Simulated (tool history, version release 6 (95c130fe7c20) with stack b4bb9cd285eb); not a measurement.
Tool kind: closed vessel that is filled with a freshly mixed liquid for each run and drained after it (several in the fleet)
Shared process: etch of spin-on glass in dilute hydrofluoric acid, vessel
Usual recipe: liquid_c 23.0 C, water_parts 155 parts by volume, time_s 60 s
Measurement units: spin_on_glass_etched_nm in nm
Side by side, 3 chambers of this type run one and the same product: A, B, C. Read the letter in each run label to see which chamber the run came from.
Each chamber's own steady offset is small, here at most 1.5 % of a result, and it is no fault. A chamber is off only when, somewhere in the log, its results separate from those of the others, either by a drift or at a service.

| run | hour | liquid_c | water_parts | time_s | hours since the thermometer was replaced | hours since the hydrofluoric acid flow meter was replaced | read-back film thickness of the spin-on glass reference wafer, read on the same gauge (nm) | spin_on_glass_etched_nm |
|---|---|---|---|---|---|---|---|---|
| 1A | 5.6 | 23.0 | 155 | 60 | 1043.7 | 254.6 | 100.010 | 11.2850 |
| 2B | 15.1 | 23.0 | 155 | 60 | 460.5 | 746.2 | 100.010 | 11.1950 |
| 3C | 24.9 | 23.0 | 155 | 60 | 849.9 | 549.4 | 99.996 | 11.3100 |
| 4A | 32.8 | 23.0 | 155 | 60 | 1070.9 | 281.8 | 100.010 | 11.3450 |
| 5C | 43.2 | 23.0 | 185 | 90 | 868.2 | 567.7 | 99.992 | 13.8660 |
| 6B | 49.5 | 23.0 | 185 | 90 | 494.9 | 780.6 | 99.988 | 13.9270 |
| 7C | 54.8 | 23.0 | 185 | 90 | 879.8 | 579.3 | 100.010 | 13.8030 |
| 8A | 61.6 | 23.0 | 155 | 60 | 1099.7 | 310.6 | 99.989 | 11.4370 |
| 9B | 67.8 | 23.0 | 155 | 60 | 513.2 | 798.9 | 100.010 | 11.2820 |
| 10B | 73.3 | 23.0 | 155 | 60 | 518.7 | 804.4 | 100.010 | 11.3840 |
| 11C | 82.8 | 23.0 | 155 | 60 | 907.8 | 607.3 | 99.979 | 11.2540 |
| 12A | 88.5 | 23.0 | 155 | 60 | 1126.6 | 337.5 | 100.010 | 11.4040 |
| 13A | 97.4 | 23.0 | 155 | 60 | 1135.5 | 346.4 | 99.995 | 11.3990 |
| 14B | 104.6 | 23.0 | 155 | 60 | 550.0 | 835.7 | 100.020 | 11.3320 |
| 15C | 113.3 | 23.0 | 155 | 60 | 938.3 | 637.8 | 100.000 | 11.3900 |
| 16A | 121.6 | 23.0 | 155 | 60 | 1159.7 | 370.6 | 100.000 | 11.5760 |
| 17C | 130.1 | 23.0 | 155 | 60 | 955.1 | 654.6 | 99.987 | 11.4990 |
| 18B | 136.5 | 23.0 | 155 | 60 | 581.9 | 867.6 | 100.000 | 11.1150 |
| 19B | 146.4 | 23.0 | 155 | 60 | 591.8 | 877.5 | 100.020 | 11.1870 |
| 20A | 157.2 | 23.0 | 155 | 60 | 1195.3 | 406.2 | 99.988 | 11.3950 |
| 21C | 167.3 | 23.0 | 155 | 60 | 992.3 | 691.8 | 100.020 | 11.3490 |
| 22C | 173.2 | 23.0 | 155 | 60 | 998.2 | 697.7 | 99.996 | 11.2830 |
| 23A | 180.8 | 23.0 | 155 | 60 | 1218.9 | 429.8 | 100.010 | 11.3050 |
| 24B | 186.4 | 23.0 | 155 | 60 | 631.8 | 917.5 | 99.990 | 10.9440 |
| 25A | 191.7 | 23.0 | 155 | 60 | 1229.8 | 440.7 | 99.996 | 11.3580 |
| 26C | 198.4 | 23.0 | 155 | 60 | 1023.4 | 722.9 | 99.995 | 11.3420 |
| 27B | 205.9 | 23.0 | 155 | 60 | 651.3 | 937.0 | 99.997 | 10.8220 |
| 28A | 215.0 | 23.0 | 155 | 60 | 1253.1 | 464.0 | 99.994 | 11.4160 |
| 29C | 220.9 | 23.0 | 155 | 60 | 1045.9 | 745.4 | 100.020 | 11.3910 |
| 30B | 231.8 | 23.0 | 155 | 60 | 677.2 | 962.9 | 100.010 | 10.7890 |
|  | 238.4 | chamber A: thermometer replaced |
| 31A | 240.8 | 27.5 | 190 | 60 | 2.5 | 489.8 | 100.010 | 10.6350 |
| 32C | 245.9 | 27.5 | 190 | 60 | 1070.9 | 770.4 | 99.998 | 10.4380 |
| 33B | 254.2 | 27.5 | 190 | 60 | 699.6 | 985.3 | 99.990 | 9.8104 |
| 34C | 261.2 | 23.0 | 155 | 60 | 1086.2 | 785.7 | 100.010 | 11.4210 |

Has any chamber moved away from the others, gradually or after a service, or does the common gauge drift, or do the chambers differ only by their own small steady offsets? State the chamber and the most likely cause if one applies.

It is chamber B that slowly wanders off from its peers.
Likeliest cause: liquid colder than its thermometer reads (K) = 2.24.
The log might look much the same if the cause were instead: hydrofluoric acid flow below the setpoint (%).

Chamber B could run next with any of the 4 candidate recipes listed below; each alters the usual settings, and their results appear as question marks. Which one brings its results back in line with what the other chambers deliver on the usual settings?
Maximum distance from the other chambers' mean on the usual settings for a result to count as in line: spin_on_glass_etched_nm 0.3100 nm
| 35B-1 | 269.2 | 23.0 | 150 | 60 |  |  |  | ? |
| 35B-2 | 269.2 | 23.0 | 155 | 55 |  |  |  | ? |
| 35B-3 | 269.2 | 23.0 | 160 | 60 |  |  |  | ? |
| 35B-4 | 269.2 | 23.0 | 155 | 65 |  |  |  | ? |

The mean the other chambers reach with the usual settings: spin_on_glass_etched_nm 11.3830 nm
| run | spin_on_glass_etched_nm |
|---|---|
| 35B-1 | 10.8010 |
| 35B-2 | 9.5263 |
| 35B-3 | 10.0100 |
| 35B-4 | 11.2580 |
35B-4 is the one that brings the chamber's results back in line with the other chambers.
